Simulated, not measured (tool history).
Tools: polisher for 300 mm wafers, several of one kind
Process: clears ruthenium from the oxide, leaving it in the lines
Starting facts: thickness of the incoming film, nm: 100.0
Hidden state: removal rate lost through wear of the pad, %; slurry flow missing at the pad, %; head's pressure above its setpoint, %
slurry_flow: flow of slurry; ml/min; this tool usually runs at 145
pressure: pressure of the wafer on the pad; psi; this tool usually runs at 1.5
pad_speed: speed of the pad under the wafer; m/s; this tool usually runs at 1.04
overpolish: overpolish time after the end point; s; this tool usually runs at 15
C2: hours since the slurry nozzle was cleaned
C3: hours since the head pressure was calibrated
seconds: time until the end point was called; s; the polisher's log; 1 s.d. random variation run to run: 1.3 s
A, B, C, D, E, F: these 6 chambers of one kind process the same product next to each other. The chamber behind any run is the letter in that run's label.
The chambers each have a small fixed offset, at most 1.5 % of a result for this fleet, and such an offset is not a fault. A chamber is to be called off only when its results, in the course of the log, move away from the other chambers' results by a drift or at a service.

Run 1D, hour 7.0: usual settings; wafers polished on this pad 617; C2 144.4; C3 1071.8. Result: seconds 99.415 s.
At hour 10.8: chamber B: slurry nozzle cleaned.
Run 2C, hour 14.1: usual settings; wafers polished on this pad 675; C2 393.2; C3 467.9. Result: seconds 103.980 s.
Run 3B, hour 25.8: usual settings; wafers polished on this pad 498; C2 15.0; C3 147.4. Result: seconds 100.950 s.
At hour 26.7: chamber C: worn pad replaced by a new one.
Run 4E, hour 39.1: usual settings; wafers polished on this pad 685; C2 531.1; C3 645.8. Result: seconds 103.310 s.
Run 5A, hour 49.8: usual settings; wafers polished on this pad 520; C2 479.2; C3 861.5. Result: seconds 103.840 s.
At hour 50.6: chamber E: worn pad replaced by a new one.
At hour 50.6: chamber C: head pressure recalibrated.
Run 6F, hour 57.9: usual settings; wafers polished on this pad 1406; C2 141.5; C3 783.6. Result: seconds 103.780 s.
At hour 60.3: chamber F: worn pad replaced by a new one.
At hour 66.2: chamber C: slurry nozzle cleaned.
Run 7F, hour 70.0: usual settings; wafers polished on this pad 78; C2 153.6; C3 795.7. Result: seconds 100.770 s.
Run 8E, hour 77.7: usual settings; wafers polished on this pad 217; C2 569.7; C3 684.4. Result: seconds 103.930 s.
At hour 80.7: chamber D: worn pad replaced by a new one.
Run 9A, hour 85.1: usual settings; wafers polished on this pad 802; C2 514.5; C3 896.8. Result: seconds 106.410 s.
At hour 88.8: chamber E: slurry nozzle cleaned.
Run 10C, hour 93.7: usual settings; wafers polished on this pad 535; C2 27.6; C3 43.1. Result: seconds 103.600 s.
Run 11B, hour 102.1: usual settings; wafers polished on this pad 1108; C2 91.3; C3 223.7. Result: seconds 102.090 s.
Run 12D, hour 113.7: usual settings; wafers polished on this pad 263; C2 251.1; C3 1178.5. Result: seconds 102.460 s.
Run 13E, hour 124.4: usual settings; wafers polished on this pad 590; C2 35.7; C3 731.1. Result: seconds 101.710 s.
At hour 130.6: chamber D: slurry nozzle cleaned.
Run 14A, hour 134.7: usual settings; wafers polished on this pad 1199; C2 564.1; C3 946.4. Result: seconds 102.700 s.
Run 15C, hour 144.8: usual settings; wafers polished on this pad 943; C2 78.7; C3 94.2. Result: seconds 104.160 s.
At hour 151.0: chamber E: worn pad replaced by a new one.
Run 16B, hour 152.3: usual settings; wafers polished on this pad 1509; C2 141.5; C3 273.9. Result: seconds 104.600 s.
At hour 152.6: chamber C: worn pad replaced by a new one.
At hour 157.8: chamber D: head pressure recalibrated.
Run 17D, hour 161.9: usual settings; wafers polished on this pad 649; C2 31.3; C3 4.2. Result: seconds 101.730 s.
At hour 166.4: chamber A: worn pad replaced by a new one.
Run 18F, hour 172.7: usual settings; wafers polished on this pad 898; C2 256.3; C3 898.4. Result: seconds 103.140 s.
Run 19F, hour 185.9: usual settings; wafers polished on this pad 1004; C2 269.5; C3 911.6. Result: seconds 103.360 s.
Run 20A, hour 196.8: usual settings; wafers polished on this pad 243; C2 626.2; C3 1008.5. Result: seconds 103.310 s.
Run 21C, hour 209.8: usual settings; wafers polished on this pad 457; C2 143.7; C3 159.2. Result: seconds 101.670 s.
At hour 212.7: chamber F: slurry nozzle cleaned.
Run 22D, hour 220.6: usual settings; wafers polished on this pad 1118; C2 90.0; C3 62.9. Result: seconds 103.490 s.
Run 23E, hour 229.9: usual settings; wafers polished on this pad 630; C2 141.2; C3 836.6. Result: seconds 104.110 s.
Run 24B, hour 236.8: usual settings; wafers polished on this pad 2184; C2 226.0; C3 358.4. Result: seconds 108.260 s.
Run 25C, hour 243.2: usual settings; wafers polished on this pad 724; C2 177.1; C3 192.6. Result: seconds 101.950 s.
Run 26A, hour 253.3: usual settings; wafers polished on this pad 694; C2 682.7; C3 1065.0. Result: seconds 105.180 s.
At hour 257.5: chamber F: worn pad replaced by a new one.
At hour 257.9: chamber D: worn pad replaced by a new one.
Run 27D, hour 263.1: usual settings but slurry_flow 160 ml/min; wafers polished on this pad 41; C2 132.5; C3 105.4. Result: seconds 100.390 s.
Run 28B, hour 272.8: usual settings but slurry_flow 160 ml/min; wafers polished on this pad 2472; C2 262.0; C3 394.4. Result: seconds 110.250 s.
At hour 277.1: chamber E: worn pad replaced by a new one.
Run 29E, hour 279.4: usual settings but slurry_flow 160 ml/min; wafers polished on this pad 19; C2 190.7; C3 886.1. Result: seconds 100.670 s.
At hour 282.4: chamber C: worn pad replaced by a new one.
Run 30F, hour 287.3: usual settings but slurry_flow 160 ml/min; wafers polished on this pad 238; C2 74.7; C3 1013.0. Result: seconds 102.400 s.
Run 31F, hour 293.2: usual settings but slurry_flow 160 ml/min; wafers polished on this pad 285; C2 80.6; C3 1018.9. Result: seconds 100.760 s.
At hour 296.5: chamber B: slurry nozzle cleaned.
Run 32A, hour 301.6: usual settings but slurry_flow 160 ml/min; wafers polished on this pad 1080; C2 731.0; C3 1113.3. Result: seconds 106.470 s.
Run 33B, hour 308.7: usual settings; wafers polished on this pad 2759; C2 12.2; C3 430.3. Result: seconds 116.260 s.
Run 34E, hour 316.2: usual settings; wafers polished on this pad 313; C2 227.5; C3 922.9. Result: seconds 104.950 s.
Run 35C, hour 322.9: usual settings; wafers polished on this pad 324; C2 256.8; C3 272.3. Result: seconds 101.080 s.
Run 36D, hour 332.6: usual settings; wafers polished on this pad 597; C2 202.0; C3 174.9. Result: seconds 102.470 s.

One chamber off, gauge drift, or nothing amiss beyond the chambers' own small offsets? If it is a chamber, which one, and what is the likeliest cause?

Chamber B drifts away from the others.
Most likely cause: removal rate lost through wear of the pad, % = 9.79.
Not necessarily distinguishable in this log from: head's pressure below its setpoint, %.

Chamber B could run next with any of the 4 candidate recipes listed below; each alters the usual settings, and their results appear as question marks. Which one brings its results back in line with what the other chambers deliver on the usual settings?
Allowed miss from the other chambers' usual-settings mean, per result, to count as in line: seconds 4.600 s
Run 37B-1, hour 342.1: usual settings but pad_speed 1.02 m/s. Result: seconds ?.
Run 37B-2, hour 342.1: usual settings but pad_speed 1.06 m/s. Result: seconds ?.
Run 37B-3, hour 342.1: usual settings but pressure 1.6 psi, pad_speed 1.08 m/s. Result: seconds ?.
Run 37B-4, hour 342.1: usual settings but pad_speed 0.94 m/s. Result: seconds ?.

The mean the other chambers reach with the usual settings: seconds 103.540 s
  run  seconds
37B-1  116.770
37B-2  112.430
37B-3  103.570
37B-4  126.540
37B-3 puts the chamber back in line with the other chambers.
